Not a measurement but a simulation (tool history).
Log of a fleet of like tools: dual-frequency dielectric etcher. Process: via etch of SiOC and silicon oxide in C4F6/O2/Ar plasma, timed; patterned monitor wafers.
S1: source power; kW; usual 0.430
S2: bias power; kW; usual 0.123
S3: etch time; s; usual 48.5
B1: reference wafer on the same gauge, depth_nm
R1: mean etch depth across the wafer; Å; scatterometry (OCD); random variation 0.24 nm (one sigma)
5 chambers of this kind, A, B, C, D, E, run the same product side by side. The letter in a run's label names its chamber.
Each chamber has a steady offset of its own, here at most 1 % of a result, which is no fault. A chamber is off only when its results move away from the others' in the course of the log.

run   hour     S1     S2    S3      B1      R1
 1C    4.1  0.430  0.123  48.5  57.169  506.61
       5.3  -- chamber D: wet clean of the chamber
 2A    8.9  0.430  0.123  48.5  57.231  498.79
 3B   13.1  0.430  0.123  48.5  57.237  498.41
      15.2  -- chamber E: bias power generator calibrated
 4D   15.8  0.430  0.123  48.5  57.189  497.67
 5E   18.8  0.430  0.105  48.5  57.222  479.43
 6D   24.2  0.430  0.105  48.5  57.180  479.57
 7B   27.9  0.430  0.105  48.5  57.210  476.15
 8C   31.9  0.430  0.105  48.5  57.307  481.96
      32.3  -- chamber A: wet clean of the chamber
 9E   36.6  0.430  0.105  48.5  57.193  480.99
10A   40.8  0.430  0.123  48.5  57.180  503.54
11A   46.2  0.430  0.123  48.5  57.240  497.75
12C   49.7  0.430  0.123  48.5  57.199  502.28
13B   54.1  0.430  0.123  53.0  57.223  544.67
14E   58.8  0.430  0.123  53.0  57.149  550.92
15D   62.7  0.430  0.123  53.0  57.208  549.12
16C   67.4  0.430  0.123  53.0  57.197  546.35
17E   72.6  0.430  0.123  53.0  57.300  552.13
18D   77.2  0.430  0.105  48.5  57.183  476.70
19A   80.2  0.430  0.105  48.5  57.222  470.37
20B   85.9  0.430  0.105  48.5  57.163  474.97
21D   89.0  0.430  0.105  48.5  57.162  481.31
22A   92.9  0.430  0.105  48.5  57.164  474.50
23B   96.8  0.480  0.123  48.5  57.178  524.09
24C  100.4  0.480  0.123  48.5  57.277  527.38
25E  105.8  0.480  0.123  48.5  57.213  524.16
26D  111.0  0.480  0.123  48.5  57.168  525.81
     113.3  -- chamber E: wet clean of the chamber
27C  114.1  0.480  0.123  48.5  57.174  528.50
28B  117.0  0.430  0.123  48.5  57.159  496.42
29E  122.0  0.430  0.123  48.5  57.271  507.10
     125.8  -- chamber C: wet clean of the chamber
30A  127.3  0.430  0.123  48.5  57.252  498.93
31D  132.0  0.430  0.123  48.5  57.235  503.47
32E  136.4  0.430  0.123  48.5  57.191  501.17
33B  139.9  0.430  0.123  48.5  57.148  501.63
34A  145.5  0.350  0.123  48.5  57.160  460.14
35C  149.6  0.350  0.123  48.5  57.241  462.76
36C  153.5  0.350  0.123  48.5  57.245  462.07
37E  156.6  0.350  0.123  48.5  57.241  462.34
38A  162.3  0.350  0.123  48.5  57.200  456.76
39D  165.3  0.430  0.123  59.0  57.146  612.45
40B  168.3  0.430  0.123  59.0  57.124  608.95
41B  173.6  0.430  0.123  59.0  57.130  607.89
42A  178.6  0.430  0.123  59.0  57.248  605.95
43D  181.9  0.430  0.123  59.0  57.206  612.53
44E  187.1  0.460  0.110  48.5  57.203  498.20

All 5 chambers run these settings next. Forecast each chamber's results:
45A  191.4  0.530  0.123  48.5       ?
45B  191.4  0.530  0.123  48.5       ?
45C  191.4  0.530  0.123  48.5       ?
45D  191.4  0.530  0.123  48.5       ?
45E  191.4  0.530  0.123  48.5       ?

run      R1
45A  541.21
45B  544.36
45C  548.01
45D  546.39
45E  544.73
